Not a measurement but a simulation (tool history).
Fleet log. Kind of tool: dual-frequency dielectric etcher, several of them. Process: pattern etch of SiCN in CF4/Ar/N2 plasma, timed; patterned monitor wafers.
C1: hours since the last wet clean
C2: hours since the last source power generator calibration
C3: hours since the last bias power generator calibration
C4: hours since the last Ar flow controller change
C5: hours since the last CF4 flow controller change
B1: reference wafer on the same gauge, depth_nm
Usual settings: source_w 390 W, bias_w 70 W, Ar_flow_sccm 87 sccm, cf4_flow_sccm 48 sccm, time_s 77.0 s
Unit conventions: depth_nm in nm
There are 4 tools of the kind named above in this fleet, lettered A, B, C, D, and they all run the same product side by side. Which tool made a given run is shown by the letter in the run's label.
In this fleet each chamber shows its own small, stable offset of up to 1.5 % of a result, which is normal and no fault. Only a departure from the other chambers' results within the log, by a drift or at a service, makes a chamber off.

Run 1B, hour 4.3: usual settings; C1 174.9; C2 1877.8; C3 369.7; C4 3400.1; C5 2295.4; B1 62.190. Result: depth_nm 55.167 nm.
Run 2C, hour 6.7: usual settings; C1 99.2; C2 2013.1; C3 3646.0; C4 1124.8; C5 1424.6; B1 62.169. Result: depth_nm 55.401 nm.
Run 3A, hour 9.9: usual settings; C1 273.3; C2 311.2; C3 389.5; C4 352.4; C5 2550.4; B1 62.269. Result: depth_nm 55.734 nm.
Run 4D, hour 13.6: usual settings; C1 74.8; C2 205.3; C3 2737.0; C4 3062.2; C5 2026.2; B1 62.185. Result: depth_nm 55.627 nm.
Run 5D, hour 17.0: usual settings; C1 78.2; C2 208.7; C3 2740.4; C4 3065.6; C5 2029.6; B1 62.148. Result: depth_nm 55.415 nm.
Run 6A, hour 19.9: usual settings; C1 283.3; C2 321.2; C3 399.5; C4 362.4; C5 2560.4; B1 62.247. Result: depth_nm 56.039 nm.
Run 7B, hour 23.2: usual settings but source_w 360 W, time_s 92.5 s; C1 193.8; C2 1896.7; C3 388.6; C4 3419.0; C5 2314.3; B1 62.081. Result: depth_nm 61.899 nm.
Run 8C, hour 27.2: usual settings but source_w 360 W, time_s 92.5 s; C1 119.7; C2 2033.6; C3 3666.5; C4 1145.3; C5 1445.1; B1 62.287. Result: depth_nm 62.403 nm.
Run 9C, hour 30.7: usual settings but source_w 360 W, time_s 92.5 s; C1 123.2; C2 2037.1; C3 3670.0; C4 1148.8; C5 1448.6; B1 62.182. Result: depth_nm 61.805 nm.
Run 10D, hour 34.1: usual settings but source_w 360 W, time_s 92.5 s; C1 95.3; C2 225.8; C3 2757.5; C4 3082.7; C5 2046.7; B1 62.141. Result: depth_nm 62.390 nm.
Run 11A, hour 38.6: usual settings; C1 302.0; C2 339.9; C3 418.2; C4 381.1; C5 2579.1; B1 62.131. Result: depth_nm 55.852 nm.
Run 12B, hour 41.3: usual settings; C1 211.9; C2 1914.8; C3 406.7; C4 3437.1; C5 2332.4; B1 62.209. Result: depth_nm 55.361 nm.
Run 13C, hour 45.7: usual settings; C1 138.2; C2 2052.1; C3 3685.0; C4 1163.8; C5 1463.6; B1 62.184. Result: depth_nm 55.521 nm.
Run 14B, hour 47.9: usual settings; C1 218.5; C2 1921.4; C3 413.3; C4 3443.7; C5 2339.0; B1 62.229. Result: depth_nm 55.800 nm.
Run 15A, hour 50.7: usual settings; C1 314.1; C2 352.0; C3 430.3; C4 393.2; C5 2591.2; B1 62.144. Result: depth_nm 55.957 nm.
Run 16D, hour 54.9: usual settings; C1 116.1; C2 246.6; C3 2778.3; C4 3103.5; C5 2067.5; B1 62.165. Result: depth_nm 55.796 nm.
Run 17C, hour 58.0: usual settings; C1 150.5; C2 2064.4; C3 3697.3; C4 1176.1; C5 1475.9; B1 62.149. Result: depth_nm 55.525 nm.
Run 18A, hour 62.6: usual settings; C1 326.0; C2 363.9; C3 442.2; C4 405.1; C5 2603.1; B1 62.304. Result: depth_nm 55.597 nm.
Run 19D, hour 66.4: usual settings; C1 127.6; C2 258.1; C3 2789.8; C4 3115.0; C5 2079.0; B1 62.155. Result: depth_nm 55.181 nm.
Run 20B, hour 69.6: usual settings but source_w 450 W, time_s 55.5 s; C1 240.2; C2 1943.1; C3 435.0; C4 3465.4; C5 2360.7; B1 62.213. Result: depth_nm 46.434 nm.
Run 21A, hour 72.4: usual settings but source_w 450 W, time_s 55.5 s; C1 335.8; C2 373.7; C3 452.0; C4 414.9; C5 2612.9; B1 62.185. Result: depth_nm 46.072 nm.
Run 22C, hour 77.1: usual settings but source_w 450 W, time_s 55.5 s; C1 169.6; C2 2083.5; C3 3716.4; C4 1195.2; C5 1495.0; B1 62.167. Result: depth_nm 45.406 nm.
Run 23B, hour 79.5: usual settings but source_w 450 W, time_s 55.5 s; C1 250.1; C2 1953.0; C3 444.9; C4 3475.3; C5 2370.6; B1 62.175. Result: depth_nm 46.436 nm.
Run 24D, hour 83.9: usual settings; C1 145.1; C2 275.6; C3 2807.3; C4 3132.5; C5 2096.5; B1 62.174. Result: depth_nm 55.293 nm.
Run 25D, hour 88.1: usual settings; C1 149.3; C2 279.8; C3 2811.5; C4 3136.7; C5 2100.7; B1 62.142. Result: depth_nm 56.009 nm.
Run 26C, hour 91.0: usual settings; C1 183.5; C2 2097.4; C3 3730.3; C4 1209.1; C5 1508.9; B1 62.247. Result: depth_nm 55.230 nm.
Run 27B, hour 94.2: usual settings; C1 264.8; C2 1967.7; C3 459.6; C4 3490.0; C5 2385.3; B1 62.218. Result: depth_nm 56.869 nm.
Run 28A, hour 96.7: usual settings; C1 360.1; C2 398.0; C3 476.3; C4 439.2; C5 2637.2; B1 62.159. Result: depth_nm 55.466 nm.
Run 29B, hour 100.4: usual settings but source_w 420 W, bias_w 85 W; C1 271.0; C2 1973.9; C3 465.8; C4 3496.2; C5 2391.5; B1 62.147. Result: depth_nm 64.873 nm.
Run 30A, hour 102.9: usual settings but source_w 420 W, bias_w 85 W; C1 366.3; C2 404.2; C3 482.5; C4 445.4; C5 2643.4; B1 62.314. Result: depth_nm 63.608 nm.
Run 31D, hour 106.9: usual settings but source_w 420 W, bias_w 85 W; C1 168.1; C2 298.6; C3 2830.3; C4 3155.5; C5 2119.5; B1 62.228. Result: depth_nm 64.312 nm.
Run 32C, hour 110.9: usual settings but source_w 420 W, bias_w 85 W; C1 203.4; C2 2117.3; C3 3750.2; C4 1229.0; C5 1528.8; B1 62.221. Result: depth_nm 63.774 nm.
Run 33C, hour 112.9: usual settings; C1 205.4; C2 2119.3; C3 3752.2; C4 1231.0; C5 1530.8; B1 62.197. Result: depth_nm 55.304 nm.
Run 34B, hour 116.2: usual settings but bias_w 83 W; C1 286.8; C2 1989.7; C3 481.6; C4 3512.0; C5 2407.3; B1 62.194. Result: depth_nm 60.883 nm.

Decide between three cases: one chamber stands off from its peers, the gauge reading all wafers drifts, or nothing is wrong past each chamber's small offset. Where a chamber is off, say which and what most likely put it there.

It is chamber B that slowly wanders off from its peers.
Likeliest cause: etch rate over this chamber's usual, % = 3.47.
From this log alone, it may not be told apart from: source power that arrives over what is set, %.

Here are 4 candidates for chamber B's next run, each the usual settings with a change, their results left as question marks. Which one brings its results back in line with what the others give on the usual settings?
In-line tolerance around the mean of the other chambers on the usual settings: depth_nm 1.200 nm
Run 35B-1, hour 119.6: usual settings but bias_w 76 W. Result: depth_nm ?.
Run 35B-2, hour 119.6: usual settings but source_w 380 W. Result: depth_nm ?.
Run 35B-3, hour 119.6: usual settings but Ar_flow_sccm 56 sccm. Result: depth_nm ?.
Run 35B-4, hour 119.6: usual settings but source_w 360 W, Ar_flow_sccm 88 sccm. Result: depth_nm ?.

The mean the other chambers reach with the usual settings: depth_nm 55.702 nm
  run  depth_nm
35B-1    59.005
35B-2    56.003
35B-3    61.275
35B-4    53.340
35B-2 puts the chamber back in line with the other chambers.
